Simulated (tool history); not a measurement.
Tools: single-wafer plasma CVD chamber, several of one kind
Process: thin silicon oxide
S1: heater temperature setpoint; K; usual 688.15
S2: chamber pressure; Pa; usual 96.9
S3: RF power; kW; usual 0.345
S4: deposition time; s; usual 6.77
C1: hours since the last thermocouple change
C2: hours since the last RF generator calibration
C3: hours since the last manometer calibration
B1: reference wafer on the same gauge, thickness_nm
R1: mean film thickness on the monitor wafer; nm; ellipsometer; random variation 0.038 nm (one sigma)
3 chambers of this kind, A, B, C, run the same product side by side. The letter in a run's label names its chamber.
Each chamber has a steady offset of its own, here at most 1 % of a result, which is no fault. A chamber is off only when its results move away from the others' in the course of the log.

run	day	S1	S2	S3	S4	C1	C2	C3	B1	R1
1A	0.375	688.15	96.9	0.345	6.77	113.7	420.7	1377.6	9.4987	11.715
2B	0.946	688.15	96.9	0.345	6.77	430.5	561.9	527.4	9.4984	11.872
3C	1.279	688.15	96.9	0.345	6.77	129.5	1692.4	1348.6	9.4992	11.848
4A	1.646	688.15	96.9	0.345	6.77	144.2	451.2	1408.1	9.4956	11.713
5C	2.146	688.15	96.9	0.345	6.77	150.3	1713.2	1369.4	9.507	11.847
6B	2.8	688.15	96.9	0.345	6.77	475	606.4	571.9	9.49	11.849
7C	3.179	688.15	96.9	0.345	6.77	175.1	1738	1394.2	9.5058	11.827
8A	3.638	702.15	96.9	0.345	6.77	192	499	1455.9	9.4991	11.619
9B	4.233	702.15	96.9	0.345	6.77	509.4	640.8	606.3	9.4953	11.719
# day 4.704: chamber C: RF generator calibrated
10B	4.888	702.15	96.9	0.345	6.77	525.1	656.5	622	9.5028	11.726
11A	5.512	688.15	96.9	0.345	6.77	237	544	1500.9	9.5021	11.827
12C	6.071	688.15	96.9	0.345	6.77	244.5	32.8	1463.6	9.494	11.856
13A	6.392	688.15	96.9	0.345	6.77	258.1	565.1	1522	9.5015	11.744
14B	6.7	688.15	96.9	0.345	6.77	568.6	700	665.5	9.4962	11.818
15C	7.079	688.15	96.9	0.345	6.77	268.7	57	1487.8	9.5041	11.888
16B	7.417	688.15	96.9	0.345	6.77	585.8	717.2	682.7	9.4954	11.796
# day 7.554: chamber B: RF generator calibrated
17C	7.858	688.15	96.9	0.345	6.77	287.4	75.7	1506.5	9.4998	11.846
18A	8.467	688.15	96.9	0.345	6.77	307.9	614.9	1571.8	9.5061	11.751
19A	8.875	688.15	96.9	0.345	6.77	317.7	624.7	1581.6	9.5013	11.697
20C	9.433	688.15	96.9	0.345	6.77	325.2	113.5	1544.3	9.5102	11.816
21B	9.95	688.15	96.9	0.345	6.77	646.6	57.5	743.5	9.5	11.833
22A	10.279	688.15	96.9	0.345	6.77	351.4	658.4	1615.3	9.4935	11.66
23B	10.671	688.15	96.9	0.345	6.77	663.9	74.8	760.8	9.5	11.865
24C	11.021	688.15	96.9	0.345	6.77	363.3	151.6	1582.4	9.5005	11.803
25C	11.588	688.15	96.9	0.345	6.77	376.9	165.2	1596	9.505	11.828
26B	11.875	694.15	96.9	0.28	6.77	692.8	103.7	789.7	9.4987	10.907
27A	12.392	694.15	96.9	0.28	6.77	402.1	709.1	1666	9.4965	10.625
28A	12.825	694.15	96.9	0.28	6.77	412.5	719.5	1676.4	9.4959	10.631
29C	13.296	688.15	96.9	0.345	6.77	417.9	206.2	1637	9.4969	11.824
30B	13.883	688.15	96.9	0.345	6.77	741	151.9	837.9	9.4977	11.855
31C	14.188	688.15	96.9	0.345	6.77	439.3	227.6	1658.4	9.4946	11.858
32A	14.646	688.15	96.9	0.345	6.77	456.2	763.2	1720.1	9.4989	11.558
33B	15.246	688.15	96.9	0.345	6.77	773.7	184.6	870.6	9.4905	11.77
34C	15.608	698.15	96.9	0.28	6.77	473.4	261.7	1692.5	9.5012	10.803
35A	16.2	698.15	96.9	0.28	6.77	493.5	800.5	1757.4	9.5064	10.471
36B	16.729	698.15	96.9	0.28	6.77	809.3	220.2	906.2	9.5059	10.874
37B	17.112	688.15	96.9	0.345	7.72	818.5	229.4	915.4	9.5045	13.498
38A	17.612	688.15	96.9	0.345	7.72	527.4	834.4	1791.3	9.4921	13.017
39C	18.225	688.15	96.9	0.345	7.72	536.2	324.5	1755.3	9.4985	13.532

Next, every chamber runs the same settings. What will each give?
40A	18.7	688.15	96.9	0.345	6.77					?
40B	18.7	688.15	96.9	0.345	6.77					?
40C	18.7	688.15	96.9	0.345	6.77					?

run	R1
40A	11.405
40B	11.811
40C	11.826
